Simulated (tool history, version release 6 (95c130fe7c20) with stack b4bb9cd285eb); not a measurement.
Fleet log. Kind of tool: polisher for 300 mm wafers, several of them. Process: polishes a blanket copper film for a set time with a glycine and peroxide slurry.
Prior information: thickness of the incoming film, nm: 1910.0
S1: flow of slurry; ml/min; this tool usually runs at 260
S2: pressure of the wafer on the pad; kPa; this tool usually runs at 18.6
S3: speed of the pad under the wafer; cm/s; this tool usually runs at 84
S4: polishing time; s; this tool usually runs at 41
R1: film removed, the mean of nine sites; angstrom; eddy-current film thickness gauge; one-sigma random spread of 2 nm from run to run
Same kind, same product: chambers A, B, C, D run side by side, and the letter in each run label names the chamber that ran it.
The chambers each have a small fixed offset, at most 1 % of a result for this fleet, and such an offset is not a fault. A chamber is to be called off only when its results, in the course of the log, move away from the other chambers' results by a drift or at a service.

run 1C hour=11.8 | S1=260 S2=18.6 S3=84 S4=41 | R1=1826.2
run 2A hour=21.1 | S1=260 S2=18.6 S3=84 S4=41 | R1=1839.5
-- hour=24.1 chamber C: worn pad replaced by a new one
-- hour=27.5 chamber B: worn pad replaced by a new one
-- hour=28.5 chamber D: slurry nozzle cleaned
run 3B hour=35.7 | S1=260 S2=18.6 S3=84 S4=41 | R1=1825.7
run 4D hour=45 | S1=260 S2=18.6 S3=84 S4=41 | R1=1834.2
-- hour=48.7 chamber D: worn pad replaced by a new one
run 5A hour=58.9 | S1=260 S2=18.6 S3=84 S4=41 | R1=1824.2
run 6C hour=65.8 | S1=260 S2=18.6 S3=84 S4=41 | R1=1828.5
run 7D hour=77.7 | S1=260 S2=18.6 S3=70 S4=41 | R1=1609.1
run 8B hour=87.7 | S1=260 S2=18.6 S3=70 S4=41 | R1=1600.7
-- hour=91.7 chamber B: head pressure recalibrated
run 9B hour=99.7 | S1=260 S2=18.6 S3=70 S4=41 | R1=1615.1
-- hour=101.2 chamber B: worn pad replaced by a new one
run 10D hour=113.8 | S1=260 S2=18.6 S3=70 S4=41 | R1=1598
run 11C hour=122.6 | S1=260 S2=18.6 S3=84 S4=41 | R1=1847.9
run 12A hour=132.7 | S1=260 S2=18.6 S3=84 S4=41 | R1=1834.7
-- hour=135.4 chamber C: worn pad replaced by a new one
run 13D hour=139.7 | S1=260 S2=18.6 S3=84 S4=41 | R1=1837.6
-- hour=141.6 chamber C: slurry nozzle cleaned
run 14A hour=151.1 | S1=260 S2=18.6 S3=84 S4=41 | R1=1867.9
-- hour=154 chamber D: worn pad replaced by a new one
run 15B hour=163 | S1=260 S2=18.6 S3=84 S4=41 | R1=1827.1
run 16C hour=170.8 | S1=260 S2=18.6 S3=84 S4=41 | R1=1870.4
-- hour=176.1 chamber B: worn pad replaced by a new one
run 17A hour=177.8 | S1=260 S2=18.6 S3=84 S4=41 | R1=1775.8
run 18C hour=186.4 | S1=260 S2=24.1 S3=84 S4=41 | R1=2240.1
run 19D hour=196.8 | S1=260 S2=24.1 S3=84 S4=41 | R1=2277
run 20B hour=207.4 | S1=260 S2=24.1 S3=84 S4=41 | R1=2293
run 21D hour=214.8 | S1=260 S2=24.1 S3=84 S4=41 | R1=2295.2
-- hour=220.3 chamber C: worn pad replaced by a new one
run 22A hour=223.8 | S1=260 S2=18.6 S3=84 S4=41 | R1=1786.7
run 23C hour=235 | S1=260 S2=18.6 S3=84 S4=41 | R1=1862.1
-- hour=243.2 chamber B: worn pad replaced by a new one
run 24B hour=248.3 | S1=260 S2=13.1 S3=84 S4=41 | R1=1413.7
run 25B hour=262.8 | S1=260 S2=13.1 S3=84 S4=41 | R1=1406.4
-- hour=265.8 chamber D: worn pad replaced by a new one
run 26C hour=270.2 | S1=260 S2=13.1 S3=84 S4=41 | R1=1432.2
run 27A hour=277.6 | S1=260 S2=13.1 S3=84 S4=41 | R1=1369
-- hour=285.3 chamber A: head pressure recalibrated
run 28D hour=287 | S1=260 S2=18.6 S3=84 S4=41 | R1=1829.8
run 29B hour=298.2 | S1=260 S2=18.6 S3=84 S4=41 | R1=1865
-- hour=304.8 chamber B: worn pad replaced by a new one
run 30D hour=311.6 | S1=260 S2=18.6 S3=84 S4=41 | R1=1835.9
-- hour=319.8 chamber C: worn pad replaced by a new one
run 31C hour=322.2 | S1=260 S2=18.6 S3=84 S4=41 | R1=1858.3
run 32A hour=334.1 | S1=205 S2=18.6 S3=84 S4=41 | R1=1661
run 33B hour=347.1 | S1=205 S2=18.6 S3=84 S4=41 | R1=1776.9

What goes on in this fleet: one chamber off, a drifting gauge, or nothing beyond the chambers' own small offsets? Name the chamber and the cause, if any.

Little by little, chamber A moves away from the other chambers.
What lies behind it: removal rate lost through wear of the pad, % = 7.01.
The log might look much the same if the cause were instead: slurry flow missing at the pad, %.

Below are 4 candidate recipes for chamber A's next run, each the usual settings with a change, their results shown as question marks. Which of them brings A's results back in line with what the other chambers give on the usual settings?
In line here means within this much of the mean the other chambers give on the usual settings: R1 68 angstrom
run 34A-1 hour=357.7 | S1=260 S2=18.6 S3=92 S4=41 | R1=?
run 34A-2 hour=357.7 | S1=260 S2=22.1 S3=84 S4=41 | R1=?
run 34A-3 hour=357.7 | S1=260 S2=18.6 S3=84 S4=36 | R1=?
run 34A-4 hour=357.7 | S1=260 S2=17.9 S3=82 S4=40 | R1=?

The other chambers' mean on the usual settings: R1 1842.6 angstrom
run=34A-1 R1=1849.2
run=34A-2 R1=1974.1
run=34A-3 R1=1509.6
run=34A-4 R1=1597.1
34A-1 brings the chamber back in line.
